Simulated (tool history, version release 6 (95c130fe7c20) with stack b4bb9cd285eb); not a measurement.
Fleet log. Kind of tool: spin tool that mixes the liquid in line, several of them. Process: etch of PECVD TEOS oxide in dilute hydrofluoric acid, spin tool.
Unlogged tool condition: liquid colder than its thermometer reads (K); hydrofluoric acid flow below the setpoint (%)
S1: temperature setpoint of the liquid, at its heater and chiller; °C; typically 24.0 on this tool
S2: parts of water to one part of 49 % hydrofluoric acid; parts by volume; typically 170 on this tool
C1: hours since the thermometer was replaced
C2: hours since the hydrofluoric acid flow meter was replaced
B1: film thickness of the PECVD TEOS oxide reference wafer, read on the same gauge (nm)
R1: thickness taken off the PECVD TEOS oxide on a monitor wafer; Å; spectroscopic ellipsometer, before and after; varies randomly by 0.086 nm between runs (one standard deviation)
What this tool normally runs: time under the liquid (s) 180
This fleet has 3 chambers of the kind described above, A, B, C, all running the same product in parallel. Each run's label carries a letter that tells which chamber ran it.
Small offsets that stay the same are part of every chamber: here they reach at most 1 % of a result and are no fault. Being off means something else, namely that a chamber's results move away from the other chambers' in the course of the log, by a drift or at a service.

Run 1C, hour 4.8: usual settings; C1 239.7; C2 531.8; B1 149.98. Result: R1 91.182 Å.
Run 2B, hour 10.0: usual settings; C1 872.2; C2 443.0; B1 149.97. Result: R1 92.494 Å.
Run 3A, hour 13.0: usual settings; C1 1254.6; C2 224.5; B1 150.01. Result: R1 90.823 Å.
Run 4C, hour 16.4: usual settings; C1 251.3; C2 543.4; B1 149.97. Result: R1 91.141 Å.
Run 5B, hour 22.1: usual settings but S1 20.5 °C, time under the liquid (s) 255; C1 884.3; C2 455.1; B1 150.01. Result: R1 113.130 Å.
Run 6A, hour 27.3: usual settings but S1 20.5 °C, time under the liquid (s) 255; C1 1268.9; C2 238.8; B1 149.95. Result: R1 111.560 Å.
Run 7B, hour 30.9: usual settings but S1 20.5 °C, time under the liquid (s) 255; C1 893.1; C2 463.9; B1 149.99. Result: R1 113.080 Å.
Run 8C, hour 33.8: usual settings; C1 268.7; C2 560.8; B1 150.01. Result: R1 92.909 Å.
Run 9A, hour 36.7: usual settings but S1 28.5 °C; C1 1278.3; C2 248.2; B1 150.01. Result: R1 107.160 Å.
Run 10A, hour 40.3: usual settings but S1 28.5 °C; C1 1281.9; C2 251.8; B1 149.93. Result: R1 105.510 Å.
Run 11B, hour 44.9: usual settings but S1 28.5 °C; C1 907.1; C2 477.9; B1 150.00. Result: R1 110.090 Å.
Run 12C, hour 48.0: usual settings; C1 282.9; C2 575.0; B1 149.97. Result: R1 91.426 Å.
Run 13C, hour 51.6: usual settings; C1 286.5; C2 578.6; B1 149.98. Result: R1 91.801 Å.
Run 14B, hour 56.0: usual settings; C1 918.2; C2 489.0; B1 149.97. Result: R1 94.174 Å.
Run 15A, hour 60.2: usual settings; C1 1301.8; C2 271.7; B1 150.01. Result: R1 87.156 Å.
Run 16C, hour 64.0: usual settings; C1 298.9; C2 591.0; B1 150.02. Result: R1 92.078 Å.
Run 17A, hour 68.3: usual settings; C1 1309.9; C2 279.8; B1 150.02. Result: R1 84.903 Å.
Run 18B, hour 73.6: usual settings but S2 115 parts by volume, time under the liquid (s) 145; C1 935.8; C2 506.6; B1 149.98. Result: R1 118.290 Å.
Run 19B, hour 78.3: usual settings but S2 115 parts by volume, time under the liquid (s) 145; C1 940.5; C2 511.3; B1 150.02. Result: R1 117.240 Å.
Run 20A, hour 81.0: usual settings but S2 115 parts by volume, time under the liquid (s) 145; C1 1322.6; C2 292.5; B1 150.00. Result: R1 103.840 Å.

Each of the 3 chambers runs these same settings next. Fill in every chamber's results:
Run 21A, hour 85.1: usual settings. Result: R1 ?.
Run 21B, hour 85.1: usual settings. Result: R1 ?.
Run 21C, hour 85.1: usual settings. Result: R1 ?.

run      R1
21A  80.224
21B  92.120
21C  91.148

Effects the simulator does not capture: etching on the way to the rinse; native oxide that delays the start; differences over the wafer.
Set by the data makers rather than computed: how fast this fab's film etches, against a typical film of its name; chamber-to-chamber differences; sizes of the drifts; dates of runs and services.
